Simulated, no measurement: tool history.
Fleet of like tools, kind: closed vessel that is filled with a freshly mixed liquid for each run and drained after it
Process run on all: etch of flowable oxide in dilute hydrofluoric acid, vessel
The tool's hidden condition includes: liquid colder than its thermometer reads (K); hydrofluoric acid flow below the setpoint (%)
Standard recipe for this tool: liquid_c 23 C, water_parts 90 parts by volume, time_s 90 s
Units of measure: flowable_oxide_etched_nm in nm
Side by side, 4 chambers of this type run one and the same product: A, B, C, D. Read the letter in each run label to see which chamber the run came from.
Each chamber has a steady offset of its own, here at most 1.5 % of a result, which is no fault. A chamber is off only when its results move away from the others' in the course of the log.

run,hour,liquid_c,water_parts,time_s,hours since the thermometer was replaced,hours since the hydrofluoric acid flow meter was replaced,"read-back film thickness of the flowable oxide reference wafer, read on the same gauge (nm)",flowable_oxide_etched_nm
1C,6.2,23,90,90,142.1,300.9,69.972,45.34
2B,11.6,23,90,90,2006.1,217.2,70.006,44.623
3A,18,23,90,90,111.5,227.4,69.993,45.648
4D,22.1,23,90,90,77,1123.1,69.994,46.04
5C,26.4,23,90,90,162.3,321.1,69.983,44.046
6D,30.6,23,130,40,85.5,1131.6,69.985,13.196
7A,36.2,23,130,40,129.7,245.6,70.002,13.307
8B,40.7,23,130,40,2035.2,246.3,70.007,13.244
9C,46.8,23,130,40,182.7,341.5,69.997,13.105
10D,53.3,23,90,90,108.2,1154.3,70.003,44.405
11B,57.6,23,90,90,2052.1,263.2,70,45.195
# hour 60.2: chamber D: hydrofluoric acid flow meter replaced
12A,61.7,18.5,130,90,155.2,271.1,70.027,25.05
13D,69.2,18.5,130,90,124.1,9,70.001,24.581
14B,73.8,18.5,130,90,2068.3,279.4,69.974,24.769
15A,81.1,18.5,130,90,174.6,290.5,69.986,24.771
16C,86.6,23,90,90,222.5,381.3,70.009,44.945
17A,90.6,23,90,90,184.1,300,70.008,43.631
18D,97.5,23,90,90,152.4,37.3,69.989,44.963
19C,101.5,23,90,115,237.4,396.2,70.004,56.907
20B,107.1,23,90,115,2101.6,312.7,69.984,57.652
21C,112.2,23,90,115,248.1,406.9,70.015,57.947
22A,117.4,23,90,115,210.9,326.8,69.98,56.237
23B,123,23,90,90,2117.5,328.6,69.987,45.157
# hour 125.8: chamber C: hydrofluoric acid flow meter replaced
24D,128.1,23,110,60,183,67.9,69.993,23.789
25A,132.4,23,110,60,225.9,341.8,70.004,22.97
26C,138.1,23,110,60,274,12.3,69.996,23.822
27B,142.1,23,110,60,2136.6,347.7,69.987,23.784
28D,148.8,23,90,90,203.7,88.6,69.994,44.91
29A,153,23,90,90,246.5,362.4,70.002,42.509
30D,160.6,23,90,90,215.5,100.4,70.002,45.359
31B,164.4,23,90,90,2158.9,370,70.035,44.616
32C,168.4,23,90,90,304.3,42.6,69.994,44.834
33C,173.9,27.5,90,50,309.8,48.1,69.992,30.079
34A,177.5,27.5,90,50,271,386.9,70.002,27.433
35D,181.9,27.5,90,50,236.8,121.7,70.004,29.628
36B,185.3,27.5,90,50,2179.8,390.9,69.995,29.761
37C,191.7,23,90,135,327.6,65.9,70,67.666
38A,198.9,23,90,135,292.4,408.3,70.029,61.462
39B,204.3,23,90,135,2198.8,409.9,69.985,66.509
40D,209.9,23,90,135,264.8,149.7,70.007,67.858
41A,216.4,23,90,90,309.9,425.8,70.005,40.126

What goes on in this fleet: one chamber off, a drifting gauge, or nothing beyond the chambers' own small offsets? Name the chamber and the cause, if any.

Little by little, chamber A moves away from the other chambers.
What lies behind it: hydrofluoric acid flow below the setpoint (%) = 10.
The log may not separate it from: liquid colder than its thermometer reads (K).

Below are 4 candidate recipes for chamber A's next run, each the usual settings with a change, their results shown as question marks. Which of them brings A's results back in line with what the other chambers give on the usual settings?
In line here means within this much of the mean the other chambers give on the usual settings: flowable_oxide_etched_nm 1.3 nm
42A-1,221.8,23,90,100,,,,?
42A-2,221.8,23,90,85,,,,?
42A-3,221.8,23,90,95,,,,?
42A-4,221.8,20,90,90,,,,?

On the usual settings, the other chambers give on average: flowable_oxide_etched_nm 44.937 nm
run,flowable_oxide_etched_nm
42A-1,44.93
42A-2,38.191
42A-3,42.684
42A-4,35.866
With 42A-1, the chamber falls back in line with the rest.
